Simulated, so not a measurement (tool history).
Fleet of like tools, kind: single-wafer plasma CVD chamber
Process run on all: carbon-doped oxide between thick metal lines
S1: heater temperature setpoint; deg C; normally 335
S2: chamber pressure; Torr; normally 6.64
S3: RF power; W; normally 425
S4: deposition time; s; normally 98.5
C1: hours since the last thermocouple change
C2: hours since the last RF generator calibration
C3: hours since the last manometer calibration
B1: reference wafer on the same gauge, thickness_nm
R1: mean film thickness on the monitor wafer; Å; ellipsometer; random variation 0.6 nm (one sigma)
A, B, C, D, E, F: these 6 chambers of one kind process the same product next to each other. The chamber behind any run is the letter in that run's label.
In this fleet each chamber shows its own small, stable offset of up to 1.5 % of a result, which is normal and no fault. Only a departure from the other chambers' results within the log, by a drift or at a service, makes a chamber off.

run,hour,S1,S2,S3,S4,C1,C2,C3,B1,R1
1A,5.1,335,6.64,425,98.5,141.1,61.5,954.9,425.81,4827
2D,9.7,335,6.64,425,98.5,1261.9,601.6,373.3,425.88,4794.2
3E,14.5,335,6.64,425,98.5,1455.3,1536.8,237.3,426,4767
4C,20.7,335,6.64,425,98.5,1249.7,815.1,1125.4,425.85,4775
# hour 22.6: chamber F: capacitance manometer re-zeroed and calibrated
5B,25.1,335,6.64,425,98.5,1152.4,50.6,826,425.73,4823.1
6F,28.6,335,6.64,425,98.5,316.1,426.7,6,425.75,4764.2
7F,32.4,335,6.64,425,98.5,319.9,430.5,9.8,425.61,4769
8A,38,335,6.64,425,98.5,174,94.4,987.8,425.69,4815.8
9C,41.6,335,6.64,425,98.5,1270.6,836,1146.3,425.67,4788.7
10B,48.1,335,6.64,425,98.5,1175.4,73.6,849,425.55,4819.7
11D,54.8,335,6.64,425,98.5,1307,646.7,418.4,425.61,4786.6
12E,61.9,335,6.64,425,98.5,1502.7,1584.2,284.7,425.22,4772.6
13B,69.1,342,6.64,425,98.5,1196.4,94.6,870,425.24,4724.9
14F,73.2,342,6.64,425,98.5,360.7,471.3,50.6,425.34,4672.1
15E,77.3,342,6.64,425,98.5,1518.1,1599.6,300.1,425.26,4674.1
16A,83.2,342,6.64,425,98.5,219.2,139.6,1033,425.29,4712
17D,89.3,342,6.64,425,98.5,1341.5,681.2,452.9,425.12,4684.6
18C,94.4,342,6.64,425,98.5,1323.4,888.8,1199.1,425.12,4675.9
19C,97.8,335,6.64,425,113.4,1326.8,892.2,1202.5,424.95,5494.8
20B,103.7,335,6.64,425,113.4,1231,129.2,904.6,425.08,5545.1
21F,108.3,335,6.64,425,113.4,395.8,506.4,85.7,425.17,5474.9
# hour 112.3: chamber A: capacitance manometer re-zeroed and calibrated
22A,112.4,335,6.64,425,113.4,248.4,168.8,0.2,424.88,5525.3
23E,117.4,335,6.64,425,113.4,1558.2,1639.7,340.2,424.9,5488.1
24D,122.2,335,6.64,425,113.4,1374.4,714.1,485.8,424.74,5505.2
25F,126.5,335,6.64,425,98.5,414,524.6,103.9,424.82,4750.9
26C,133.7,335,6.64,425,98.5,1362.7,928.1,1238.4,424.68,4768
27A,139.7,335,6.64,425,98.5,275.7,196.1,27.5,424.68,4796.9
28D,143.9,335,6.64,425,98.5,1396.1,735.8,507.5,424.57,4783.1
29B,147.8,321,6.64,425,98.5,1275.1,173.3,948.7,424.6,5033.2
30E,153.3,321,6.64,425,98.5,1594.1,1675.6,376.1,424.68,4981.1
31B,157.5,321,6.64,425,98.5,1284.8,183,958.4,424.51,5021.4
32F,161.2,321,6.64,425,98.5,448.7,559.3,138.6,424.45,4968.9
33E,165.8,321,6.64,425,98.5,1606.6,1688.1,388.6,424.42,4981
34A,173.1,321,6.64,425,98.5,309.1,229.5,60.9,424.39,5008.6
35C,179.1,335,6.64,425,98.5,1408.1,973.5,1283.8,424.2,4771.5
# hour 180.1: chamber D: thermocouple changed; heater temperature recalibrated
36D,183.2,335,6.64,425,108.1,3.1,775.1,546.8,424.18,5228.7
37E,189.5,335,6.64,425,108.1,1630.3,1711.8,412.3,424.15,5207.8
38A,195.6,335,6.64,425,108.1,331.6,252,83.4,424.26,5258.9
39F,199,335,6.64,425,108.1,486.5,597.1,176.4,424.17,5210.5
40D,203.5,335,6.64,425,108.1,23.4,795.4,567.1,424.05,5230.2
41B,207.6,335,6.64,425,108.1,1334.9,233.1,1008.5,424.17,5264.9
42C,211.6,335,6.64,425,98.5,1440.6,1006,1316.3,423.94,4749.5
43C,217.6,335,6.64,425,98.5,1446.6,1012,1322.3,424.02,4759.8
44F,222.1,335,6.64,425,98.5,509.6,620.2,199.5,424.09,4751

Read the log: is a single chamber off, either drifting away or since a service, is the gauge that measures every chamber drifting, or is nothing wrong beyond small per-chamber offsets? Name any odd chamber and what most likely caused it.

Every chamber seems to shift together because the gauge that measures them all drifts; the chambers themselves are fine.
Most likely cause: gauge reads low (%) = 0.51.
